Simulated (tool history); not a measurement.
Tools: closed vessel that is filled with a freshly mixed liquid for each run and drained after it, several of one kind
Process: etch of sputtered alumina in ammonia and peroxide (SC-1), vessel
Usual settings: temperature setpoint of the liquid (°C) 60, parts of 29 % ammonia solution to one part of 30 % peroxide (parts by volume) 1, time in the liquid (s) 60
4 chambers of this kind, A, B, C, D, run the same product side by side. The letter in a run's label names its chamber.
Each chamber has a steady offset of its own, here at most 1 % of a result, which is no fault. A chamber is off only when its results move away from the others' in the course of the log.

| run | hour | temperature setpoint of the liquid (°C) | parts of 29 % ammonia solution to one part of 30 % peroxide (parts by volume) | time in the liquid (s) | hours since the thermometer was replaced | hours since the ammonia flow meter was replaced | hours since the drum of ammonia solution was connected | read-back film thickness of the sputtered alumina reference wafer, read on the same gauge (nm) | thickness taken off the sputtered alumina on a monitor wafer (angstrom) |
|---|---|---|---|---|---|---|---|---|---|
| 1A | 3.7 | 60 | 1 | 60 | 482.1 | 1723.6 | 392.2 | 89.993 | 87.452 |
| 2D | 7.2 | 60 | 1 | 60 | 561.1 | 1395.6 | 139.3 | 90.065 | 86.388 |
| 3B | 10.3 | 60 | 1 | 60 | 1091.1 | 1673.5 | 804.6 | 89.963 | 86.611 |
| 4C | 12.7 | 60 | 1 | 60 | 195.9 | 436.9 | 373.5 | 89.981 | 87.373 |
| 5A | 14.8 | 60 | 1 | 60 | 493.2 | 1734.7 | 403.3 | 89.985 | 87.538 |
| 6C | 18.8 | 60 | 1 | 60 | 202 | 443 | 379.6 | 89.973 | 86.16 |
| 7B | 21.6 | 60 | 1 | 60 | 1102.4 | 1684.8 | 815.9 | 90.002 | 85.536 |
| 8D | 25.7 | 60 | 1 | 60 | 579.6 | 1414.1 | 157.8 | 90.013 | 87.085 |
| 9B | 27.9 | 60 | 1 | 60 | 1108.7 | 1691.1 | 822.2 | 90.006 | 85.711 |
| 10C | 31.2 | 60 | 1 | 60 | 214.4 | 455.4 | 392 | 90.008 | 86.841 |
| 11D | 35 | 60 | 1 | 60 | 588.9 | 1423.4 | 167.1 | 89.985 | 87.345 |
| 12A | 38.9 | 60 | 1 | 60 | 517.3 | 1758.8 | 427.4 | 89.955 | 87.573 |
| 13D | 42.7 | 60 | 1 | 60 | 596.6 | 1431.1 | 174.8 | 90.014 | 86.353 |
| 14A | 46.6 | 60 | 1 | 60 | 525 | 1766.5 | 435.1 | 90.003 | 88.766 |
| 15C | 48.7 | 60 | 1 | 60 | 231.9 | 472.9 | 409.5 | 90.032 | 87.231 |
| 16B | 50.7 | 60 | 1 | 60 | 1131.5 | 1713.9 | 845 | 90.057 | 85.533 |
| 17A | 54.4 | 60 | 1 | 60 | 532.8 | 1774.3 | 442.9 | 90 | 89.289 |
| 18B | 56.8 | 60 | 1 | 60 | 1137.6 | 1720 | 851.1 | 89.995 | 86.528 |
| 19C | 59.8 | 60 | 1 | 60 | 243 | 484 | 420.6 | 90.013 | 86.778 |
|  | 60.9 | chamber A: new drum of ammonia solution connected |
| 20D | 64.1 | 60 | 1 | 60 | 618 | 1452.5 | 196.2 | 89.987 | 86.417 |
| 21C | 66.5 | 68 | 1 | 60 | 249.7 | 490.7 | 427.3 | 90.024 | 130.69 |
| 22A | 70.6 | 68 | 1 | 60 | 549 | 1790.5 | 9.8 | 89.985 | 134.09 |
| 23D | 72.8 | 68 | 1 | 60 | 626.7 | 1461.2 | 204.9 | 90.006 | 128.38 |
| 24B | 76.9 | 68 | 1 | 60 | 1157.7 | 1740.1 | 871.2 | 90.051 | 129.04 |
| 25A | 81 | 60 | 1 | 60 | 559.4 | 1800.9 | 20.2 | 89.943 | 92.473 |
| 26B | 83.8 | 60 | 1 | 60 | 1164.6 | 1747 | 878.1 | 89.99 | 86.898 |
| 27D | 87.7 | 60 | 1 | 60 | 641.6 | 1476.1 | 219.8 | 90.008 | 86.112 |
| 28C | 91.1 | 60 | 1 | 60 | 274.3 | 515.3 | 451.9 | 89.974 | 86.765 |

Is one chamber off against the others, does the gauge drift, or is nothing wrong? If a chamber is off, say which, and what the likeliest cause is.

Chamber A drifts away from the others.
Cause: liquid hotter than its thermometer reads (K) = 1.56.

Here are 4 candidates for chamber A's next run, each the usual settings with a change, their results left as question marks. Which one brings its results back in line with what the others give on the usual settings?
In line means no further than this from the other chambers' mean on the usual settings: thickness taken off the sputtered alumina on a monitor wafer (angstrom) 1.7
| 29A-1 | 94.3 | 57.5 | 1 | 60 |  |  |  |  | ? |
| 29A-2 | 94.3 | 60 | 1 | 55 |  |  |  |  | ? |
| 29A-3 | 94.3 | 60 | 1 | 65 |  |  |  |  | ? |
| 29A-4 | 94.3 | 62.5 | 1 | 60 |  |  |  |  | ? |

The other chambers' mean on the usual settings: thickness taken off the sputtered alumina on a monitor wafer (angstrom) 86.55
| run | thickness taken off the sputtered alumina on a monitor wafer (angstrom) |
|---|---|
| 29A-1 | 83.496 |
| 29A-2 | 86.856 |
| 29A-3 | 102.65 |
| 29A-4 | 107.35 |
29A-2 brings the chamber back in line.
